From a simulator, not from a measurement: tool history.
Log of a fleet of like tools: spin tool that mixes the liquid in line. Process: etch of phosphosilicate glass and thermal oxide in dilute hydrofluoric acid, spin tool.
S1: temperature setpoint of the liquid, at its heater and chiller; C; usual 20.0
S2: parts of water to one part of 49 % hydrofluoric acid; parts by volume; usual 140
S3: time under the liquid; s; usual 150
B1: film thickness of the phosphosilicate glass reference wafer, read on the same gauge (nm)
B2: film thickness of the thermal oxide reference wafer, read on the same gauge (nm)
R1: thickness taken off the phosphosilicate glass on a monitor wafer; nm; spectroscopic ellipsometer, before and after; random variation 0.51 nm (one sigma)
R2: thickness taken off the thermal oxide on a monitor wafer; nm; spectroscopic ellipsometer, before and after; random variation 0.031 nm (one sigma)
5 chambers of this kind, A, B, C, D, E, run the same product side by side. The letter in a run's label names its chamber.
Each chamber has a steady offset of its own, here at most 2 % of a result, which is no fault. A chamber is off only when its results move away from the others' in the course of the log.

| run | hour | S1 | S2 | S3 | B1 | B2 | R1 | R2 |
|---|---|---|---|---|---|---|---|---|
| 1E | 2.4 | 20.0 | 140 | 150 | 150.01 | 49.982 | 53.487 | 4.2309 |
| 2B | 6.4 | 20.0 | 140 | 150 | 149.99 | 50.030 | 52.166 | 4.2399 |
|  | 6.5 | chamber B: hydrofluoric acid flow meter replaced |
| 3C | 9.2 | 20.0 | 140 | 150 | 150.00 | 49.957 | 52.867 | 4.2783 |
| 4D | 12.5 | 20.0 | 140 | 150 | 150.01 | 49.973 | 52.509 | 4.1870 |
| 5A | 16.6 | 20.0 | 140 | 150 | 149.99 | 50.014 | 52.140 | 4.2002 |
| 6C | 19.9 | 20.0 | 140 | 150 | 149.99 | 50.018 | 52.884 | 4.2172 |
| 7E | 22.3 | 20.0 | 140 | 150 | 150.00 | 49.993 | 53.638 | 4.2683 |
| 8B | 24.3 | 20.0 | 140 | 150 | 150.01 | 49.997 | 53.312 | 4.2186 |
| 9A | 27.5 | 20.0 | 140 | 150 | 150.01 | 49.973 | 52.268 | 4.2795 |
| 10D | 31.2 | 20.0 | 140 | 150 | 150.01 | 50.013 | 51.362 | 4.2176 |
| 11A | 34.8 | 20.0 | 140 | 150 | 150.01 | 50.032 | 52.866 | 4.1367 |
| 12E | 38.2 | 20.0 | 140 | 150 | 149.99 | 50.018 | 52.462 | 4.2466 |
| 13B | 40.2 | 20.0 | 140 | 150 | 150.00 | 50.052 | 53.208 | 4.2467 |
| 14C | 42.2 | 20.0 | 140 | 150 | 149.99 | 50.031 | 52.899 | 4.2173 |
| 15D | 46.0 | 20.0 | 140 | 150 | 149.99 | 50.043 | 51.785 | 4.1607 |
| 16D | 48.1 | 20.0 | 140 | 150 | 149.97 | 50.007 | 52.624 | 4.2094 |
| 17B | 51.6 | 20.0 | 140 | 150 | 150.00 | 49.994 | 52.079 | 4.2084 |
| 18E | 53.5 | 20.0 | 140 | 150 | 149.99 | 50.025 | 51.499 | 4.1925 |
| 19C | 57.7 | 20.0 | 140 | 150 | 150.00 | 50.014 | 53.212 | 4.2394 |
| 20A | 62.0 | 18.0 | 85 | 150 | 149.98 | 49.965 | 86.237 | 6.7717 |
| 21A | 65.2 | 18.0 | 85 | 150 | 149.99 | 50.014 | 84.674 | 6.8687 |
| 22C | 68.3 | 18.0 | 85 | 150 | 149.98 | 50.025 | 85.860 | 6.9113 |
| 23E | 71.6 | 18.0 | 85 | 150 | 150.01 | 49.999 | 86.921 | 6.8555 |
| 24D | 75.1 | 18.0 | 85 | 150 | 149.99 | 50.037 | 84.956 | 6.7167 |
| 25B | 77.6 | 20.0 | 140 | 150 | 149.98 | 49.992 | 52.669 | 4.2175 |
| 26C | 80.3 | 20.0 | 140 | 150 | 150.00 | 50.048 | 52.589 | 4.2546 |
| 27E | 83.0 | 20.0 | 140 | 150 | 150.01 | 50.003 | 52.566 | 4.2206 |
| 28D | 85.4 | 20.0 | 140 | 150 | 149.97 | 50.029 | 52.022 | 4.2026 |
| 29A | 89.1 | 23.5 | 140 | 150 | 150.00 | 49.962 | 60.747 | 4.8017 |
| 30B | 91.7 | 23.5 | 140 | 150 | 150.00 | 49.990 | 60.105 | 4.8486 |
| 31E | 93.6 | 23.5 | 140 | 150 | 150.00 | 49.978 | 61.290 | 4.8784 |
| 32B | 96.0 | 23.5 | 140 | 150 | 150.01 | 50.040 | 60.508 | 4.8955 |
| 33C | 98.1 | 23.5 | 140 | 150 | 149.99 | 50.007 | 60.315 | 4.9417 |
| 34D | 101.4 | 20.0 | 140 | 150 | 150.00 | 50.027 | 51.443 | 4.2045 |
| 35A | 104.9 | 20.0 | 140 | 150 | 149.99 | 49.988 | 53.367 | 4.2365 |
| 36D | 107.5 | 23.5 | 140 | 180 | 149.99 | 50.018 | 71.160 | 5.7898 |
| 37C | 110.2 | 23.5 | 140 | 180 | 149.99 | 49.974 | 72.136 | 5.8165 |
| 38A | 112.5 | 23.5 | 140 | 180 | 150.00 | 50.008 | 71.268 | 5.7793 |
| 39B | 116.1 | 23.5 | 140 | 180 | 150.00 | 49.989 | 73.132 | 5.7470 |
| 40E | 119.4 | 23.5 | 140 | 180 | 149.98 | 49.985 | 74.354 | 5.8907 |

All 5 chambers run these settings next. Forecast each chamber's results:
| 41A | 122.5 | 20.0 | 110 | 150 |  |  | ? | ? |
| 41B | 122.5 | 20.0 | 110 | 150 |  |  | ? | ? |
| 41C | 122.5 | 20.0 | 110 | 150 |  |  | ? | ? |
| 41D | 122.5 | 20.0 | 110 | 150 |  |  | ? | ? |
| 41E | 122.5 | 20.0 | 110 | 150 |  |  | ? | ? |

| run | R1 | R2 |
|---|---|---|
| 41A | 67.813 | 5.5786 |
| 41B | 68.586 | 5.5379 |
| 41C | 69.122 | 5.5688 |
| 41D | 68.188 | 5.5497 |
| 41E | 69.677 | 5.5391 |

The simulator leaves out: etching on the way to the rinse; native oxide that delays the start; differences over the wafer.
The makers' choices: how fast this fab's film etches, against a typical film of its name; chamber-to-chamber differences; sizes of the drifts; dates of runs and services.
